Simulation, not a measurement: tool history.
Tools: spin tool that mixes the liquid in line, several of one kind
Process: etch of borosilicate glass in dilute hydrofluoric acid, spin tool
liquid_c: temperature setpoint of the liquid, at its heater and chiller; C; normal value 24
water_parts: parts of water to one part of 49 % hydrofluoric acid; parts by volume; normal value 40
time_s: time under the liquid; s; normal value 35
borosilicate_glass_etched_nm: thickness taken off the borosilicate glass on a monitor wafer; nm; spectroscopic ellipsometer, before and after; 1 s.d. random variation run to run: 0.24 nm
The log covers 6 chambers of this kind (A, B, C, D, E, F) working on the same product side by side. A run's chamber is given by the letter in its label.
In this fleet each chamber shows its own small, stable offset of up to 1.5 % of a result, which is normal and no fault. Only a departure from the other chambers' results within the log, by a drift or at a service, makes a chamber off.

run	day	liquid_c	water_parts	time_s	read-back film thickness of the borosilicate glass reference wafer, read on the same gauge (nm)	borosilicate_glass_etched_nm
1D	0.242	24	40	35	150	32.755
2F	0.467	24	40	35	150.01	32.364
3E	0.754	24	40	35	149.99	31.653
4B	1.058	24	40	35	149.99	32.223
5C	1.362	24	40	35	149.99	31.815
6A	1.592	24	40	35	150.01	32.099
7F	1.858	24	40	25	150.01	23.13
8C	2.125	24	40	25	149.98	22.666
9A	2.333	24	40	25	149.99	22.684
10B	2.612	24	40	25	149.99	23.016
11D	2.888	24	40	25	149.99	23.094
12E	3.204	24	40	25	150.01	23.02
13B	3.521	24	40	35	150.02	32.219
14C	3.717	27	40	35	150.01	36.457
15A	4.092	27	40	35	150	36.234
16F	4.279	27	40	35	150.02	36.728
17D	4.625	27	40	35	150	36.728
18E	4.912	27	40	35	150.01	34.915
19E	5.192	27	40	35	150	34.592
20F	5.542	24	40	35	150	32.359
21A	5.729	26.5	50	35	150	27.913
22C	5.938	26.5	50	35	150.01	28.057
23B	6.188	26.5	50	35	150	28.128
24D	6.433	26.5	50	35	150	28.684
25E	6.621	26.5	50	35	149.99	26.222
26C	7.004	26.5	50	35	150.01	28.282
27F	7.254	24	20	35	150	67.339
28A	7.488	24	20	35	150	67.136
29D	7.858	24	20	35	150	66.238
30B	8.204	24	20	35	150	65.776
31F	8.5	24	20	35	149.97	66.347
32A	8.788	24	20	35	149.99	66.511
33E	9.071	29	40	35	150	35.305
34C	9.35	29	40	35	150.02	39.62
35B	9.554	29	40	35	149.99	39.721
# day 9.671: chamber D: hydrofluoric acid flow meter replaced
36D	9.858	29	40	35	150.02	39.85

All 6 chambers run these settings next. Forecast each chamber's results:
37A	10.138	29	40	35		?
37B	10.138	29	40	35		?
37C	10.138	29	40	35		?
37D	10.138	29	40	35		?
37E	10.138	29	40	35		?
37F	10.138	29	40	35		?

run	borosilicate_glass_etched_nm
37A	39.208
37B	39.317
37C	39.269
37D	39.396
37E	35.027
37F	39.264
